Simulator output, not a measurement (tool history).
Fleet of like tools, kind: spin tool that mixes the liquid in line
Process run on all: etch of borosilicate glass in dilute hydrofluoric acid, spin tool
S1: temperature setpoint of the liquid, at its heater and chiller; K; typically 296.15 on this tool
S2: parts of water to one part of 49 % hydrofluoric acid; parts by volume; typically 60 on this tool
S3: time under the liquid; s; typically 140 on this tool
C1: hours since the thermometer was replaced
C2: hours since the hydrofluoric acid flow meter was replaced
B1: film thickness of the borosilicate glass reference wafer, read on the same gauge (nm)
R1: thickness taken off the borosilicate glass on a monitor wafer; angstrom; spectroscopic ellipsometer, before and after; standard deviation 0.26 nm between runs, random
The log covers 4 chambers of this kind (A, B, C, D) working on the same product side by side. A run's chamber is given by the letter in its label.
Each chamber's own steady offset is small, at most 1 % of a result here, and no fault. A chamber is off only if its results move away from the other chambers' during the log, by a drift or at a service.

run	hour	S1	S2	S3	C1	C2	B1	R1
1A	6.3	296.15	60	140	791.8	427.5	89.989	413.76
2D	11.6	296.15	60	140	1233.5	173.9	89.968	420.31
3B	16.6	296.15	60	140	2753.8	70.9	89.982	423.79
4C	22.2	296.15	60	140	1595.9	181.8	90.014	417.7
5C	27.9	300.15	60	55	1601.6	187.5	89.996	194.95
6A	33.2	300.15	60	55	818.7	454.4	90.015	193.22
7B	38.9	300.15	60	55	2776.1	93.2	90.007	195.26
8D	43.6	300.15	60	55	1265.5	205.9	90.002	196.58
9C	47.9	296.15	75	140	1621.6	207.5	89.976	324.43
10D	52.2	296.15	75	140	1274.1	214.5	90.012	326.31
11B	58.8	296.15	75	140	2796	113.1	89.972	328.22
12A	62.6	296.15	75	140	848.1	483.8	90.006	325.55
13B	70.2	296.15	60	140	2807.4	124.5	90.013	418.85
14D	78.5	296.15	60	140	1300.4	240.8	89.981	421.54
15A	85.9	296.15	60	140	871.4	507.1	89.988	415.66
16C	94.6	296.15	45	140	1668.3	254.2	89.999	569.26
17C	100.4	296.15	45	140	1674.1	260	90.014	569.18
18B	107.8	296.15	45	140	2845	162.1	90.007	572.02
19D	111.6	296.15	45	140	1333.5	273.9	89.957	572.74
20A	119.2	292.15	60	140	904.7	540.4	90.039	347.22
21C	125.1	292.15	60	140	1698.8	284.7	90	358.34
22D	130.8	292.15	60	140	1352.7	293.1	89.986	356.76
23B	137.3	292.15	60	140	2874.5	191.6	90.004	354.53
24A	142.2	296.15	60	140	927.7	563.4	89.968	415.62
25B	150.2	296.15	60	140	2887.4	204.5	90.014	419.66
26D	155.3	296.15	60	140	1377.2	317.6	90.006	423.1
27C	162.4	296.15	60	140	1736.1	322	89.995	419.14
28A	166.6	296.15	60	140	952.1	587.8	90.03	411.44

Does one chamber stand apart from the rest, does the shared gauge drift, or is all well apart from small per-chamber offsets? Give the chamber and the most likely cause, where there is one.

No chamber stands off beyond its own small offset, and the gauge holds steady.
